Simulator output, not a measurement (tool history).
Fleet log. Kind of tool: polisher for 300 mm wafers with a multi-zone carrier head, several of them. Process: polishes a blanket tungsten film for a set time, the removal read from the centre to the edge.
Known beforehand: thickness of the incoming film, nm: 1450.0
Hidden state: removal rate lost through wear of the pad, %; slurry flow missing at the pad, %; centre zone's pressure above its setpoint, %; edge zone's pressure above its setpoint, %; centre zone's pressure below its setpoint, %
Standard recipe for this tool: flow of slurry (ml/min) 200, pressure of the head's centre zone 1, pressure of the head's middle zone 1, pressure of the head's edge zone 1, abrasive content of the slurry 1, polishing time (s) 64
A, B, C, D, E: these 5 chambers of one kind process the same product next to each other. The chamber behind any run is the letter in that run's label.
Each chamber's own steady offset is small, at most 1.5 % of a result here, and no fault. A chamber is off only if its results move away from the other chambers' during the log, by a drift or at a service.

| run | hour | flow of slurry (ml/min) | pressure of the head's centre zone | pressure of the head's middle zone | pressure of the head's edge zone | abrasive content of the slurry | polishing time (s) | wafers polished on this pad | hours since the slurry nozzle was cleaned | hours since the centre zone pressure was calibrated | hours since the edge zone pressure was calibrated | film removed at the wafer's centre (angstrom) | film removed at mid-radius (angstrom) | film removed at the wafer's edge (angstrom) |
|---|---|---|---|---|---|---|---|---|---|---|---|---|---|---|
| 1A | 7.1 | 200 | 1 | 1 | 1 | 1 | 64 | 997 | 192.1 | 179.4 | 166.7 | 2825.7 | 2803.5 | 2810.2 |
| 2D | 16.8 | 200 | 1 | 1 | 1 | 1 | 64 | 166 | 31.2 | 867.2 | 72.1 | 2742.8 | 2737.4 | 2796.3 |
|  | 18.2 | chamber A: worn pad replaced by a new one |
|  | 27.4 | chamber C: edge zone pressure recalibrated |
| 3C | 29.6 | 200 | 1 | 1 | 1 | 1 | 64 | 761 | 442.1 | 956.1 | 2.2 | 2778.5 | 2744.8 | 2706.6 |
|  | 31.6 | chamber C: worn pad replaced by a new one |
| 4B | 41.4 | 200 | 1 | 1 | 1 | 1 | 64 | 510 | 316.4 | 764.5 | 237.4 | 2757.9 | 2791.1 | 2788.3 |
|  | 45.7 | chamber B: slurry nozzle cleaned |
| 5E | 48.7 | 200 | 1 | 1 | 1 | 1 | 64 | 591 | 360.3 | 329.4 | 345.2 | 2733 | 2770.4 | 2818.2 |
| 6D | 60.7 | 200 | 1 | 1 | 1 | 1 | 64 | 521 | 75.1 | 911.1 | 116 | 2759.2 | 2732.7 | 2787.2 |
| 7E | 71.5 | 200 | 1 | 1 | 1 | 1 | 64 | 776 | 383.1 | 352.2 | 368 | 2740.1 | 2810.4 | 2826 |
| 8A | 79.7 | 200 | 1 | 1 | 1 | 1 | 64 | 497 | 264.7 | 252 | 239.3 | 2751.3 | 2825.1 | 2778.7 |
| 9C | 87 | 200 | 1 | 1 | 1 | 1 | 64 | 448 | 499.5 | 1013.5 | 59.6 | 2741.5 | 2759.5 | 2740.1 |
|  | 99.1 | chamber E: worn pad replaced by a new one |
| 10B | 100.8 | 200 | 1 | 1 | 1 | 1 | 64 | 990 | 55.1 | 823.9 | 296.8 | 2764 | 2791.8 | 2790.7 |
|  | 102.1 | chamber B: centre zone pressure recalibrated |
| 11C | 110.9 | 200 | 1 | 1 | 1 | 1 | 64 | 641 | 523.4 | 1037.4 | 83.5 | 2770.9 | 2742.6 | 2767.5 |
| 12B | 117.8 | 200 | 1 | 1 | 1 | 1 | 64 | 1127 | 72.1 | 15.7 | 313.8 | 2826.7 | 2799.1 | 2826 |
|  | 123 | chamber A: worn pad replaced by a new one |
| 13A | 128.6 | 200 | 1 | 1 | 1 | 1 | 64 | 45 | 313.6 | 300.9 | 288.2 | 2823.6 | 2826.1 | 2802.2 |
|  | 135.9 | chamber C: worn pad replaced by a new one |
|  | 137.3 | chamber C: slurry nozzle cleaned |
| 14E | 141 | 200 | 1 | 1 | 1 | 1 | 64 | 339 | 452.6 | 421.7 | 437.5 | 2771.1 | 2797.8 | 2761.8 |
|  | 153 | chamber D: worn pad replaced by a new one |
| 15D | 154.5 | 200 | 1 | 1 | 1 | 1 | 64 | 12 | 168.9 | 1004.9 | 209.8 | 2855.7 | 2757.1 | 2778.4 |
|  | 163.2 | chamber B: worn pad replaced by a new one |
| 16C | 166.3 | 200 | 1 | 1 | 1 | 1 | 64 | 245 | 29 | 1092.8 | 138.9 | 2732.1 | 2789 | 2774.3 |
|  | 174.7 | chamber A: slurry nozzle cleaned |
| 17D | 176.8 | 200 | 1 | 1 | 1 | 1 | 64 | 192 | 191.2 | 1027.2 | 232.1 | 2852.6 | 2739.3 | 2773.4 |
| 18E | 188.2 | 200 | 1 | 1 | 1 | 1 | 64 | 720 | 499.8 | 468.9 | 484.7 | 2593.8 | 2836.1 | 2795 |
| 19B | 200.5 | 200 | 1 | 1 | 1 | 1 | 64 | 302 | 154.8 | 98.4 | 396.5 | 2809.9 | 2780.8 | 2795 |
| 20A | 209.6 | 200 | 1 | 1 | 1 | 1 | 64 | 700 | 34.9 | 381.9 | 369.2 | 2788.6 | 2833.2 | 2773.2 |
| 21B | 223 | 200 | 1 | 1 | 0.91 | 1 | 64 | 483 | 177.3 | 120.9 | 419 | 2781.3 | 2796.7 | 2607.3 |
|  | 228 | chamber E: worn pad replaced by a new one |
| 22D | 231.9 | 200 | 1 | 1 | 0.91 | 1 | 64 | 638 | 246.3 | 1082.3 | 287.2 | 2700 | 2691 | 2640.8 |
| 23E | 242.3 | 200 | 1 | 1 | 0.91 | 1 | 64 | 115 | 553.9 | 523 | 538.8 | 2584.5 | 2791.3 | 2702.7 |
|  | 246.9 | chamber C: worn pad replaced by a new one |
| 24C | 249.9 | 200 | 1 | 1 | 0.91 | 1 | 64 | 24 | 112.6 | 1176.4 | 222.5 | 2768.3 | 2772.9 | 2638.4 |
|  | 257 | chamber A: worn pad replaced by a new one |
| 25A | 258.5 | 200 | 1 | 1 | 0.91 | 1 | 64 | 12 | 83.8 | 430.8 | 418.1 | 2835.6 | 2821.7 | 2684.7 |
|  | 266.3 | chamber E: slurry nozzle cleaned |
| 26C | 266.7 | 200 | 1 | 1 | 1 | 1 | 64 | 160 | 129.4 | 1193.2 | 239.3 | 2769.7 | 2767.9 | 2730.2 |
| 27A | 275.4 | 200 | 1 | 0.96 | 1 | 1 | 64 | 149 | 100.7 | 447.7 | 435 | 2752.7 | 2726.8 | 2810.9 |
| 28D | 286.1 | 200 | 1 | 0.96 | 1 | 1 | 64 | 1076 | 300.5 | 1136.5 | 341.4 | 2768 | 2603.4 | 2748 |
| 29E | 294 | 200 | 1 | 0.96 | 1 | 1 | 64 | 533 | 27.7 | 574.7 | 590.5 | 2542.3 | 2711.8 | 2848.8 |
| 30B | 304 | 200 | 1 | 0.96 | 1 | 1 | 64 | 1138 | 258.3 | 201.9 | 500 | 2778.2 | 2700.9 | 2823.8 |
| 31A | 311.2 | 200 | 1 | 0.96 | 1 | 1 | 64 | 438 | 136.5 | 483.5 | 470.8 | 2778.4 | 2711.4 | 2822.2 |
|  | 322.6 | chamber D: worn pad replaced by a new one |
| 32B | 323.5 | 200 | 1 | 1 | 1 | 1 | 64 | 1296 | 277.8 | 221.4 | 519.5 | 2822.8 | 2777.2 | 2801 |
| 33C | 336.8 | 200 | 1 | 1 | 0.89 | 1 | 76 | 727 | 199.5 | 1263.3 | 309.4 | 3271.5 | 3264.3 | 3073.5 |
| 34D | 346.5 | 200 | 1 | 1 | 0.89 | 1 | 76 | 193 | 360.9 | 1196.9 | 401.8 | 3230.5 | 3242.7 | 3048.1 |
| 35E | 354.5 | 200 | 1 | 1 | 0.89 | 1 | 76 | 1023 | 88.2 | 635.2 | 651 | 2945.3 | 3318.5 | 3151.3 |

For the next run the whole fleet of 5 chambers uses the same settings. Give each chamber's results:
| 36A | 364.3 | 200 | 1 | 1 | 1 | 1 | 64 |  |  |  |  | ? | ? | ? |
| 36B | 364.3 | 200 | 1 | 1 | 1 | 1 | 64 |  |  |  |  | ? | ? | ? |
| 36C | 364.3 | 200 | 1 | 1 | 1 | 1 | 64 |  |  |  |  | ? | ? | ? |
| 36D | 364.3 | 200 | 1 | 1 | 1 | 1 | 64 |  |  |  |  | ? | ? | ? |
| 36E | 364.3 | 200 | 1 | 1 | 1 | 1 | 64 |  |  |  |  | ? | ? | ? |

| run | film removed at the wafer's centre (angstrom) | film removed at mid-radius (angstrom) | film removed at the wafer's edge (angstrom) |
|---|---|---|---|
| 36A | 2767.7 | 2806.2 | 2812.5 |
| 36B | 2675.2 | 2787.9 | 2768.9 |
| 36C | 2823.1 | 2774.4 | 2744.2 |
| 36D | 2716.9 | 2762.3 | 2825.2 |
| 36E | 2492.8 | 2826.4 | 2812.4 |
